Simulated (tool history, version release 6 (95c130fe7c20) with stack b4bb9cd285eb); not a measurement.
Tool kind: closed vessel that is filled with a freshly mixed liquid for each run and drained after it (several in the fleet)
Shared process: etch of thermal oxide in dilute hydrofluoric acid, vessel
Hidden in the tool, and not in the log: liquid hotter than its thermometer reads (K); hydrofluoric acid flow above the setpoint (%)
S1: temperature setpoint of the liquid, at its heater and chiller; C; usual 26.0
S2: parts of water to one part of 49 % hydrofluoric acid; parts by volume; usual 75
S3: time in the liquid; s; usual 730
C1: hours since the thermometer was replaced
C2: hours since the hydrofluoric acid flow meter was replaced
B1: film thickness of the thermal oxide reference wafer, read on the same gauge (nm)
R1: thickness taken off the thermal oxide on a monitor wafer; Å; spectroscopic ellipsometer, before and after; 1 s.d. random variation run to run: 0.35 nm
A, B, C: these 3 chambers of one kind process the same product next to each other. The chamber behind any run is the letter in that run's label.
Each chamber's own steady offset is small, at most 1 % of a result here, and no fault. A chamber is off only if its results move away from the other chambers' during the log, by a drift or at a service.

Run 1C, hour 6.5: usual settings; C1 942.1; C2 582.9; B1 130.00. Result: R1 538.44 Å.
Run 2B, hour 15.5: usual settings; C1 1368.1; C2 425.3; B1 130.00. Result: R1 526.10 Å.
Run 3A, hour 19.8: usual settings; C1 1184.0; C2 960.8; B1 129.98. Result: R1 539.48 Å.
Run 4A, hour 26.6: usual settings; C1 1190.8; C2 967.6; B1 129.99. Result: R1 525.04 Å.
Run 5B, hour 35.0: usual settings; C1 1387.6; C2 444.8; B1 130.02. Result: R1 529.62 Å.
Run 6C, hour 42.6: usual settings; C1 978.2; C2 619.0; B1 130.00. Result: R1 532.45 Å.
Run 7A, hour 51.5: usual settings; C1 1215.7; C2 992.5; B1 130.01. Result: R1 545.35 Å.
Run 8B, hour 55.8: usual settings; C1 1408.4; C2 465.6; B1 129.99. Result: R1 523.80 Å.
Run 9C, hour 64.5: usual settings; C1 1000.1; C2 640.9; B1 130.02. Result: R1 537.48 Å.
Run 10A, hour 68.5: usual settings; C1 1232.7; C2 1009.5; B1 129.98. Result: R1 535.28 Å.
Run 11B, hour 75.1: usual settings; C1 1427.7; C2 484.9; B1 130.03. Result: R1 532.55 Å.
Run 12C, hour 80.5: usual settings; C1 1016.1; C2 656.9; B1 130.01. Result: R1 530.51 Å.
Run 13B, hour 87.8: usual settings but S1 24.5 C, S3 535 s; C1 1440.4; C2 497.6; B1 130.00. Result: R1 364.29 Å.
Run 14C, hour 96.1: usual settings but S1 24.5 C, S3 535 s; C1 1031.7; C2 672.5; B1 130.00. Result: R1 364.77 Å.
Run 15A, hour 101.7: usual settings but S1 24.5 C, S3 535 s; C1 1265.9; C2 1042.7; B1 129.99. Result: R1 379.62 Å.
Run 16A, hour 105.9: usual settings but S1 23.0 C; C1 1270.1; C2 1046.9; B1 130.01. Result: R1 484.93 Å.
Run 17B, hour 110.1: usual settings but S1 23.0 C; C1 1462.7; C2 519.9; B1 129.99. Result: R1 470.31 Å.
Run 18C, hour 115.6: usual settings but S1 23.0 C; C1 1051.2; C2 692.0; B1 130.02. Result: R1 475.35 Å.
Run 19C, hour 121.1: usual settings but S2 90 parts by volume; C1 1056.7; C2 697.5; B1 130.01. Result: R1 437.97 Å.
Run 20A, hour 130.2: usual settings but S2 90 parts by volume; C1 1294.4; C2 1071.2; B1 130.01. Result: R1 451.60 Å.
Run 21B, hour 139.1: usual settings but S2 90 parts by volume; C1 1491.7; C2 548.9; B1 130.00. Result: R1 434.41 Å.
Run 22C, hour 144.4: usual settings but S3 1070 s; C1 1080.0; C2 720.8; B1 129.99. Result: R1 781.12 Å.
Run 23B, hour 149.5: usual settings but S3 1070 s; C1 1502.1; C2 559.3; B1 129.98. Result: R1 770.02 Å.
Run 24A, hour 156.1: usual settings but S3 1070 s; C1 1320.3; C2 1097.1; B1 129.98. Result: R1 818.83 Å.
Run 25B, hour 163.9: usual settings but S1 24.0 C; C1 1516.5; C2 573.7; B1 130.01. Result: R1 488.70 Å.
Run 26A, hour 171.9: usual settings but S1 24.0 C; C1 1336.1; C2 1112.9; B1 130.00. Result: R1 515.71 Å.
Run 27C, hour 177.6: usual settings but S1 24.0 C; C1 1113.2; C2 754.0; B1 130.00. Result: R1 492.11 Å.
Run 28B, hour 185.3: usual settings; C1 1537.9; C2 595.1; B1 130.00. Result: R1 529.62 Å.
Run 29A, hour 192.0: usual settings but S3 1040 s; C1 1356.2; C2 1133.0; B1 129.99. Result: R1 795.81 Å.
Run 30C, hour 201.0: usual settings but S3 1040 s; C1 1136.6; C2 777.4; B1 130.00. Result: R1 768.38 Å.

Each of the 3 chambers runs these same settings next. Fill in every chamber's results:
Run 31A, hour 207.5: usual settings but S1 28.0 C. Result: R1 ?.
Run 31B, hour 207.5: usual settings but S1 28.0 C. Result: R1 ?.
Run 31C, hour 207.5: usual settings but S1 28.0 C. Result: R1 ?.

run      R1
31A  603.89
31B  570.90
31C  577.01
